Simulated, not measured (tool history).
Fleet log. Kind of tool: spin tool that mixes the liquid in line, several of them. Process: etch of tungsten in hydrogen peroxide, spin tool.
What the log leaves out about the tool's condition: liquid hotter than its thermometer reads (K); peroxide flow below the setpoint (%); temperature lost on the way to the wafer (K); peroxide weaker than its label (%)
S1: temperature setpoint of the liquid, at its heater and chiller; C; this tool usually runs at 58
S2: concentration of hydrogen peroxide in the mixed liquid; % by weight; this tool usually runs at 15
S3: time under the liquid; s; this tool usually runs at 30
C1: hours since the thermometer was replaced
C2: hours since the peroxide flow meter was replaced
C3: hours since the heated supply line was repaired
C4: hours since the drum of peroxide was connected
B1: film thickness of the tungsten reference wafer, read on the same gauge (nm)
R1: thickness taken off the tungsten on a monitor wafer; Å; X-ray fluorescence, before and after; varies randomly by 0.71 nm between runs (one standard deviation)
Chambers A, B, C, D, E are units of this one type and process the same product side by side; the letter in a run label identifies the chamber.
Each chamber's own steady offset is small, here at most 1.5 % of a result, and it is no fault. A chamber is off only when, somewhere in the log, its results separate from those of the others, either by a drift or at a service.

Run 1A, hour 7.4: usual settings; C1 457.6; C2 342; C3 2045.5; C4 136; B1 29.988. Result: R1 718.15 Å.
Run 2C, hour 13.4: usual settings; C1 200.2; C2 1635.4; C3 1102.1; C4 1284.6; B1 29.989. Result: R1 716.12 Å.
At hour 19: chamber A: peroxide flow meter replaced.
Run 3E, hour 20.7: usual settings; C1 751.5; C2 1910.9; C3 284.1; C4 280.2; B1 30.011. Result: R1 732.35 Å.
Run 4D, hour 26.5: usual settings; C1 49.3; C2 1930.8; C3 658; C4 837.3; B1 30.002. Result: R1 702.87 Å.
Run 5B, hour 35.5: usual settings; C1 1527.1; C2 1294.2; C3 110.2; C4 877.6; B1 29.986. Result: R1 711.55 Å.
Run 6C, hour 40.9: usual settings but S3 50 s; C1 227.7; C2 1662.9; C3 1129.6; C4 1312.1; B1 29.982. Result: R1 1195.4 Å.
Run 7A, hour 50.1: usual settings but S3 50 s; C1 500.3; C2 31.1; C3 2088.2; C4 178.7; B1 30.002. Result: R1 1215.1 Å.
At hour 50.5: chamber B: new drum of peroxide connected.
Run 8D, hour 56.1: usual settings but S3 50 s; C1 78.9; C2 1960.4; C3 687.6; C4 866.9; B1 30.002. Result: R1 1173.3 Å.
Run 9B, hour 66.5: usual settings but S3 50 s; C1 1558.1; C2 1325.2; C3 141.2; C4 16.1; B1 30. Result: R1 1207.3 Å.
At hour 68.1: chamber C: new drum of peroxide connected.
Run 10E, hour 74: usual settings but S3 50 s; C1 804.8; C2 1964.2; C3 337.4; C4 333.5; B1 29.999. Result: R1 1210.6 Å.
Run 11E, hour 83.9: usual settings; C1 814.7; C2 1974.1; C3 347.3; C4 343.4; B1 30.011. Result: R1 717.79 Å.
Run 12C, hour 92.2: usual settings; C1 279; C2 1714.2; C3 1180.9; C4 24.1; B1 30.008. Result: R1 719.22 Å.
Run 13B, hour 97.1: usual settings; C1 1588.7; C2 1355.8; C3 171.8; C4 46.7; B1 29.998. Result: R1 727.58 Å.
Run 14D, hour 107.1: usual settings but S2 18 % by weight, S3 15 s; C1 129.9; C2 2011.4; C3 738.6; C4 917.9; B1 30.005. Result: R1 391.19 Å.
At hour 108.3: chamber D: peroxide flow meter replaced.
Run 15A, hour 114.8: usual settings but S2 18 % by weight, S3 15 s; C1 565; C2 95.8; C3 2152.9; C4 243.4; B1 30.005. Result: R1 385.43 Å.
Run 16A, hour 124.6: usual settings but S2 18 % by weight, S3 15 s; C1 574.8; C2 105.6; C3 2162.7; C4 253.2; B1 30.006. Result: R1 388.23 Å.
Run 17C, hour 134.3: usual settings but S2 18 % by weight, S3 15 s; C1 321.1; C2 1756.3; C3 1223; C4 66.2; B1 30.009. Result: R1 396.7 Å.
At hour 139.7: chamber D: heated supply line repaired.
Run 18D, hour 140.8: usual settings but S2 18 % by weight, S3 15 s; C1 163.6; C2 32.5; C3 1.1; C4 951.6; B1 30.006. Result: R1 393.84 Å.
Run 19E, hour 150: usual settings; C1 880.8; C2 2040.2; C3 413.4; C4 409.5; B1 29.989. Result: R1 720.98 Å.
Run 20B, hour 156.4: usual settings; C1 1648; C2 1415.1; C3 231.1; C4 106; B1 29.995. Result: R1 716.73 Å.
At hour 161.8: chamber E: peroxide flow meter replaced.
Run 21C, hour 164.9: usual settings; C1 351.7; C2 1786.9; C3 1253.6; C4 96.8; B1 29.99. Result: R1 713.46 Å.
Run 22B, hour 171.5: usual settings; C1 1663.1; C2 1430.2; C3 246.2; C4 121.1; B1 29.981. Result: R1 706.9 Å.
Run 23E, hour 176.6: usual settings; C1 907.4; C2 14.9; C3 440; C4 436.1; B1 29.985. Result: R1 725.75 Å.
Run 24A, hour 181.7: usual settings; C1 631.9; C2 162.7; C3 2219.8; C4 310.3; B1 29.988. Result: R1 705.55 Å.
Run 25D, hour 191.8: usual settings; C1 214.6; C2 83.5; C3 52.1; C4 1002.6; B1 30.015. Result: R1 713.27 Å.
Run 26C, hour 197: usual settings; C1 383.8; C2 1819; C3 1285.7; C4 128.9; B1 30.001. Result: R1 716.88 Å.
At hour 204.3: chamber D: new drum of peroxide connected.
Run 27B, hour 207: usual settings; C1 1698.6; C2 1465.7; C3 281.7; C4 156.6; B1 30.015. Result: R1 712.92 Å.
Run 28D, hour 213: usual settings; C1 235.8; C2 104.7; C3 73.3; C4 8.8; B1 29.993. Result: R1 721.67 Å.
Run 29E, hour 223.4: usual settings; C1 954.2; C2 61.7; C3 486.8; C4 482.9; B1 30. Result: R1 725.42 Å.
Run 30A, hour 228.2: usual settings but S1 66 C, S3 40 s; C1 678.4; C2 209.2; C3 2266.3; C4 356.8; B1 30.002. Result: R1 1440.3 Å.
Run 31B, hour 232.9: usual settings but S1 66 C, S3 40 s; C1 1724.5; C2 1491.6; C3 307.6; C4 182.5; B1 30.005. Result: R1 1504.3 Å.
Run 32D, hour 243.2: usual settings but S1 66 C, S3 40 s; C1 266; C2 134.9; C3 103.5; C4 39; B1 29.996. Result: R1 1531.4 Å.
Run 33C, hour 251.1: usual settings but S1 66 C, S3 40 s; C1 437.9; C2 1873.1; C3 1339.8; C4 183; B1 30.002. Result: R1 1530.6 Å.
Run 34A, hour 259.8: usual settings but S1 66 C, S3 40 s; C1 710; C2 240.8; C3 2297.9; C4 388.4; B1 29.999. Result: R1 1431.8 Å.
Run 35E, hour 267.3: usual settings; C1 998.1; C2 105.6; C3 530.7; C4 526.8; B1 29.993. Result: R1 738.97 Å.
Run 36E, hour 277.4: usual settings; C1 1008.2; C2 115.7; C3 540.8; C4 536.9; B1 30.003. Result: R1 718.38 Å.
Run 37D, hour 287.8: usual settings; C1 310.6; C2 179.5; C3 148.1; C4 83.6; B1 30.01. Result: R1 727 Å.
Run 38A, hour 295.4: usual settings; C1 745.6; C2 276.4; C3 2333.5; C4 424; B1 30.001. Result: R1 677.69 Å.
Run 39C, hour 303.1: usual settings; C1 489.9; C2 1925.1; C3 1391.8; C4 235; B1 29.998. Result: R1 708 Å.
Run 40B, hour 312: usual settings but S2 13.5 % by weight, S3 15 s; C1 1803.6; C2 1570.7; C3 386.7; C4 261.6; B1 30.006. Result: R1 340.74 Å.

Next, all 5 chambers run the settings below, one line each with question marks for the results. What does each chamber give?
Run 41A, hour 319.5: usual settings but S3 40 s. Result: R1 ?.
Run 41B, hour 319.5: usual settings but S3 40 s. Result: R1 ?.
Run 41C, hour 319.5: usual settings but S3 40 s. Result: R1 ?.
Run 41D, hour 319.5: usual settings but S3 40 s. Result: R1 ?.
Run 41E, hour 319.5: usual settings but S3 40 s. Result: R1 ?.

run      R1
41A  903.06
41B   941.9
41C  940.48
41D  946.48
41E   946.5

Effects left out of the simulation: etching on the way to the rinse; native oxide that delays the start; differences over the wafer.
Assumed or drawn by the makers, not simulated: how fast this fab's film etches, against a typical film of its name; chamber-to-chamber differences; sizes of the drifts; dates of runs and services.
